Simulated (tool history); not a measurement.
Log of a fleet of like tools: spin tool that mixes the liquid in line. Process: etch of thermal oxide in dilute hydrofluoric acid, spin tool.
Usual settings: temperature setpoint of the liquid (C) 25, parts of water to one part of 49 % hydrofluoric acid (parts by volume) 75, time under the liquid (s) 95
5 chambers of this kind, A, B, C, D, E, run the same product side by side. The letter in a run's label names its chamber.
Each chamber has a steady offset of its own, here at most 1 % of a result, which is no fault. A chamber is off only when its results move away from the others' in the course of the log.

run    day  temperature setpoint of the liquid (C)  parts of water to one part of 49 % hydrofluoric acid (parts by volume)  time under the liquid (s)  hours since the thermometer was replaced  hours since the hydrofluoric acid flow meter was replaced  read-back film thickness of the thermal oxide reference wafer, read on the same gauge (nm)  thickness taken off the thermal oxide on a monitor wafer (Å)
     0.150  -- chamber A: hydrofluoric acid flow meter replaced
 1E  0.196                                      25                                                                      75                         95                                     319.4                                                      988.6                                                                                      99.989                                                        63.722
 2A  0.333                                      25                                                                      75                         95                                      48.0                                                        4.4                                                                                      99.995                                                        63.968
 3D  0.625                                      25                                                                      75                         95                                     614.9                                                      626.3                                                                                     100.020                                                        64.490
 4C  0.788                                      25                                                                      75                         95                                     421.6                                                      367.9                                                                                     100.010                                                        64.384
 5B  0.929                                      25                                                                      75                         95                                     669.5                                                     2154.7                                                                                     100.000                                                        63.574
 6D  1.217                                      25                                                                      75                         95                                     629.1                                                      640.5                                                                                      99.967                                                        63.510
 7E  1.408                                      25                                                                      75                         95                                     348.5                                                     1017.7                                                                                      99.986                                                        64.465
     1.608  -- chamber D: thermometer replaced
 8B  1.608                                      25                                                                      75                         95                                     685.8                                                     2171.0                                                                                     100.020                                                        63.758
 9A  1.754                                      25                                                                      75                         95                                      82.1                                                       38.5                                                                                     100.000                                                        64.168
10C  1.950                                      25                                                                      75                         95                                     449.5                                                      395.8                                                                                     100.000                                                        64.282
     2.025  -- chamber E: hydrofluoric acid flow meter replaced
     2.075  -- chamber B: hydrofluoric acid flow meter replaced
11D  2.225                                      25                                                                      75                         95                                      14.8                                                      664.7                                                                                      99.974                                                        63.453
12C  2.517                                      25                                                                      75                         95                                     463.1                                                      409.4                                                                                     100.010                                                        63.893
13E  2.721                                      25                                                                      75                         95                                     380.0                                                       16.7                                                                                      99.983                                                        64.022
14A  2.958                                      25                                                                      75                         95                                     111.0                                                       67.4                                                                                      99.979                                                        64.000
15B  3.212                                      25                                                                      75                         95                                     724.3                                                       27.4                                                                                      99.994                                                        63.266
16C  3.438                                      25                                                                      75                         95                                     485.2                                                      431.5                                                                                     100.010                                                        64.186
17B  3.725                                      25                                                                      75                         95                                     736.6                                                       39.7                                                                                     100.020                                                        63.727
18D  3.921                                      25                                                                      75                         95                                      55.5                                                      705.4                                                                                     100.020                                                        64.059
19A  4.179                                      25                                                                      75                         95                                     140.3                                                       96.7                                                                                      99.994                                                        64.123
20E  4.379                                      25                                                                      75                         95                                     419.8                                                       56.5                                                                                     100.000                                                        63.596
21E  4.517                                      25                                                                      75                         95                                     423.1                                                       59.8                                                                                     100.010                                                        63.775
22B  4.667                                      25                                                                      75                         75                                     759.2                                                       62.3                                                                                     100.000                                                        50.115
23C  4.908                                      25                                                                      75                         75                                     520.5                                                      466.8                                                                                      99.996                                                        50.663
24D  5.146                                      25                                                                      75                         75                                      84.9                                                      734.8                                                                                      99.984                                                        51.006
25A  5.379                                      25                                                                      75                         75                                     169.1                                                      125.5                                                                                      99.976                                                        50.509
26B  5.675                                      25                                                                      75                         75                                     783.4                                                       86.5                                                                                      99.994                                                        50.422
27A  5.812                                      25                                                                      75                         95                                     179.5                                                      135.9                                                                                      99.977                                                        64.520
28D  5.992                                      25                                                                      75                         95                                     105.2                                                      755.1                                                                                     100.000                                                        64.615
29E  6.154                                      25                                                                      75                         95                                     462.4                                                       99.1                                                                                     100.000                                                        63.815
30C  6.425                                      25                                                                      75                         95                                     556.9                                                      503.2                                                                                     100.000                                                        63.975
     6.454  -- chamber E: thermometer replaced
31B  6.608                                      25                                                                      75                         95                                     805.8                                                      108.9                                                                                     100.030                                                        63.530
32A  6.754                                      25                                                                      75                         95                                     202.1                                                      158.5                                                                                      99.987                                                        63.943
33D  6.950                                      25                                                                      75                         95                                     128.2                                                      778.1                                                                                     100.020                                                        64.256
34E  7.233                                      25                                                                      75                         95                                      18.8                                                      125.0                                                                                     100.010                                                        62.930
35C  7.454                                      25                                                                      75                         95                                     581.6                                                      527.9                                                                                      99.988                                                        64.391
36C  7.708                                      25                                                                      75                         95                                     587.7                                                      534.0                                                                                      99.997                                                        64.845
37A  7.842                                      25                                                                      75                         95                                     228.2                                                      184.6                                                                                      99.968                                                        64.232
38B  8.142                                      25                                                                      75                         95                                     842.6                                                      145.7                                                                                     100.030                                                        63.905
39E  8.379                                      25                                                                      75                         95                                      46.3                                                      152.5                                                                                     100.020                                                        63.784
40D  8.629                                      23                                                                      75                         95                                     168.5                                                      818.4                                                                                      99.998                                                        58.901

Next, every chamber runs the same settings. What will each give?
41A  8.842                                      25                                                                      75                         95                                                                                                                                                                                                                                                              ?
41B  8.842                                      25                                                                      75                         95                                                                                                                                                                                                                                                              ?
41C  8.842                                      25                                                                      75                         95                                                                                                                                                                                                                                                              ?
41D  8.842                                      25                                                                      75                         95                                                                                                                                                                                                                                                              ?
41E  8.842                                      25                                                                      75                         95                                                                                                                                                                                                                                                              ?

run  thickness taken off the thermal oxide on a monitor wafer (Å)
41A                                                        63.451
41B                                                        63.591
41C                                                        64.539
41D                                                        63.763
41E                                                        63.633
